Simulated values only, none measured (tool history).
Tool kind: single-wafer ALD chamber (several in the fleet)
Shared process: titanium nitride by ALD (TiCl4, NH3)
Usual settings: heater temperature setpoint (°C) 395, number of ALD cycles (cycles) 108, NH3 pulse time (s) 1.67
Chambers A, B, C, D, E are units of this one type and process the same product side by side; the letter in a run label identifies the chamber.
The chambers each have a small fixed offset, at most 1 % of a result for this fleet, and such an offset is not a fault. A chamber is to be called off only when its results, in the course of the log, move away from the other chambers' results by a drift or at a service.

| run | day | heater temperature setpoint (°C) | number of ALD cycles (cycles) | NH3 pulse time (s) | read-back reference wafer on the same gauge, thickness_nm | mean film thickness on the monitor wafer (Å) |
|---|---|---|---|---|---|---|
| 1E | 0.421 | 395 | 108 | 1.67 | 2.1486 | 23.318 |
| 2A | 0.671 | 395 | 108 | 1.67 | 2.1481 | 23.664 |
| 3D | 0.95 | 395 | 108 | 1.67 | 2.1492 | 23.604 |
| 4C | 1.45 | 395 | 108 | 1.67 | 2.1491 | 23.5 |
| 5B | 1.938 | 395 | 108 | 1.67 | 2.1476 | 23.613 |
| 6B | 2.262 | 395 | 108 | 1.67 | 2.1477 | 23.564 |
| 7D | 2.775 | 395 | 108 | 1.67 | 2.1473 | 23.609 |
| 8A | 3.008 | 395 | 108 | 1.67 | 2.1465 | 23.608 |
| 9E | 3.425 | 395 | 108 | 1.67 | 2.1461 | 23.323 |
| 10C | 3.671 | 395 | 127 | 1.98 | 2.1453 | 27.927 |
| 11C | 3.946 | 395 | 127 | 1.98 | 2.1457 | 27.847 |
| 12D | 4.354 | 395 | 127 | 1.98 | 2.1454 | 27.911 |
| 13B | 4.612 | 395 | 127 | 1.98 | 2.1447 | 27.893 |
| 14A | 4.862 | 395 | 127 | 1.98 | 2.1445 | 27.915 |
| 15E | 5.325 | 404 | 108 | 1.99 | 2.1441 | 23.63 |
| 16D | 5.779 | 404 | 108 | 1.99 | 2.1443 | 23.956 |
| 17E | 6.183 | 404 | 108 | 1.99 | 2.1433 | 23.639 |
| 18B | 6.454 | 404 | 108 | 1.99 | 2.1433 | 23.866 |
| 19C | 6.775 | 404 | 108 | 1.99 | 2.1427 | 23.776 |
| 20A | 7.042 | 395 | 108 | 1.67 | 2.1423 | 23.546 |
| 21C | 7.338 | 395 | 108 | 1.67 | 2.142 | 23.48 |
| 22D | 7.688 | 395 | 108 | 1.67 | 2.1416 | 23.603 |
| 23A | 8.033 | 395 | 108 | 1.67 | 2.1417 | 23.526 |
| 24B | 8.517 | 395 | 108 | 1.67 | 2.1414 | 23.432 |
| 25E | 9.058 | 395 | 108 | 1.67 | 2.1407 | 23.288 |
| 26A | 9.512 | 395 | 108 | 1.67 | 2.1395 | 23.528 |
| 27E | 9.829 | 395 | 108 | 1.67 | 2.1393 | 23.281 |
| 28B | 10.133 | 395 | 108 | 1.67 | 2.1393 | 23.494 |
| 29C | 10.646 | 395 | 108 | 1.67 | 2.1382 | 23.448 |
| 30D | 11.071 | 395 | 108 | 1.67 | 2.138 | 23.526 |
| 31C | 11.383 | 395 | 108 | 1.67 | 2.1371 | 23.481 |
| 32E | 11.812 | 381 | 108 | 1.67 | 2.1381 | 22.899 |

Which is it: a chamber that has drifted or been left off by a service, a gauge drift common to all chambers, or only each chamber's usual small offset? If a chamber is off, name it and its likeliest cause.

The shared gauge is drifting. All chambers look as if they move in step, but none is off.
What lies behind it: gauge reads low (%) = 0.612.

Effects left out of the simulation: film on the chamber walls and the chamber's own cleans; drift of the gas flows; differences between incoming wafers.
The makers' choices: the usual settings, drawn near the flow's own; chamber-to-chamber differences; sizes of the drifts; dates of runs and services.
